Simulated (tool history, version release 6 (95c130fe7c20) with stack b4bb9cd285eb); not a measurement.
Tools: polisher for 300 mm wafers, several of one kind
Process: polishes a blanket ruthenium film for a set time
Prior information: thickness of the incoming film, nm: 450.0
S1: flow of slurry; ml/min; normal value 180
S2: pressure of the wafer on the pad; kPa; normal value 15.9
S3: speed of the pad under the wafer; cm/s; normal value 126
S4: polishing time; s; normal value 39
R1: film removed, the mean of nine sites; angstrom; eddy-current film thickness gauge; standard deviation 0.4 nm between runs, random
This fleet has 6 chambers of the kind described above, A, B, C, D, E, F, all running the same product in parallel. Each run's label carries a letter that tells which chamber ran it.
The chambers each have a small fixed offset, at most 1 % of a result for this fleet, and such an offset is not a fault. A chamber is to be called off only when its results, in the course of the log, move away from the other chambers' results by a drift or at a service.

run,day,S1,S2,S3,S4,R1
# day 0.079: chamber A: worn pad replaced by a new one
1B,0.104,180,15.9,126,39,597.17
2A,0.233,180,15.9,126,39,599.79
3C,0.4,180,15.9,126,39,598.75
4F,0.571,180,15.9,126,39,604.7
5D,0.658,180,15.9,126,39,596.17
6E,0.8,180,15.9,126,39,597.19
7F,0.975,180,11.7,126,39,440.1
8A,1.125,180,11.7,126,39,446.82
9C,1.204,180,11.7,126,39,447.99
10B,1.3,180,11.7,126,39,436.32
11E,1.429,180,11.7,126,39,437.37
12D,1.533,180,11.7,126,39,438.39
13E,1.629,180,15.9,126,39,597.31
# day 1.742: chamber B: worn pad replaced by a new one
14A,1.758,180,15.9,126,39,590.66
15C,1.854,180,15.9,126,39,594.64
16D,2.004,180,15.9,126,39,596.39
17B,2.162,240,15.9,126,39,618.37
# day 2.179: chamber F: slurry nozzle cleaned
# day 2.225: chamber C: worn pad replaced by a new one
18F,2.254,240,15.9,126,39,621.25
19D,2.392,240,15.9,126,39,611.64
20C,2.542,240,15.9,126,39,616.54
21F,2.625,240,15.9,126,39,626.71
22B,2.762,240,15.9,126,39,620.47
23A,2.925,180,15.9,126,39,592.21
24E,3.096,180,15.9,126,39,589.76
# day 3.146: chamber E: worn pad replaced by a new one
25F,3.179,180,15.9,126,39,594.4
# day 3.217: chamber D: worn pad replaced by a new one
26D,3.288,180,15.9,126,39,598.4
# day 3.35: chamber F: worn pad replaced by a new one
27A,3.433,180,15.9,126,39,601.16
28C,3.571,180,15.9,126,39,595.12
29B,3.733,150,15.9,126,39,576.53
30E,3.854,150,15.9,126,39,578.24
31A,4.025,150,15.9,126,39,584.5
32D,4.108,150,15.9,126,39,581.22
33F,4.192,150,15.9,126,39,586.72
# day 4.312: chamber A: worn pad replaced by a new one
34E,4.325,150,15.9,126,39,575.83
35B,4.421,180,15.9,126,39,601.27
36C,4.592,235,15.9,148,39,734.55
# day 4.608: chamber C: worn pad replaced by a new one
37E,4.675,235,15.9,148,39,716.3
38B,4.783,235,15.9,148,39,733.39
# day 4.821: chamber A: head pressure recalibrated
39D,4.912,235,15.9,148,39,723.95
40A,5.075,235,15.9,148,39,719.23
41C,5.192,235,15.9,148,39,731.66

Each of the 6 chambers runs these same settings next. Fill in every chamber's results:
42A,5.325,210,15.9,126,39,?
42B,5.325,210,15.9,126,39,?
42C,5.325,210,15.9,126,39,?
42D,5.325,210,15.9,126,39,?
42E,5.325,210,15.9,126,39,?
42F,5.325,210,15.9,126,39,?

run,R1
42A,609.69
42B,616.75
42C,610.41
42D,608.36
42E,605.09
42F,609.18

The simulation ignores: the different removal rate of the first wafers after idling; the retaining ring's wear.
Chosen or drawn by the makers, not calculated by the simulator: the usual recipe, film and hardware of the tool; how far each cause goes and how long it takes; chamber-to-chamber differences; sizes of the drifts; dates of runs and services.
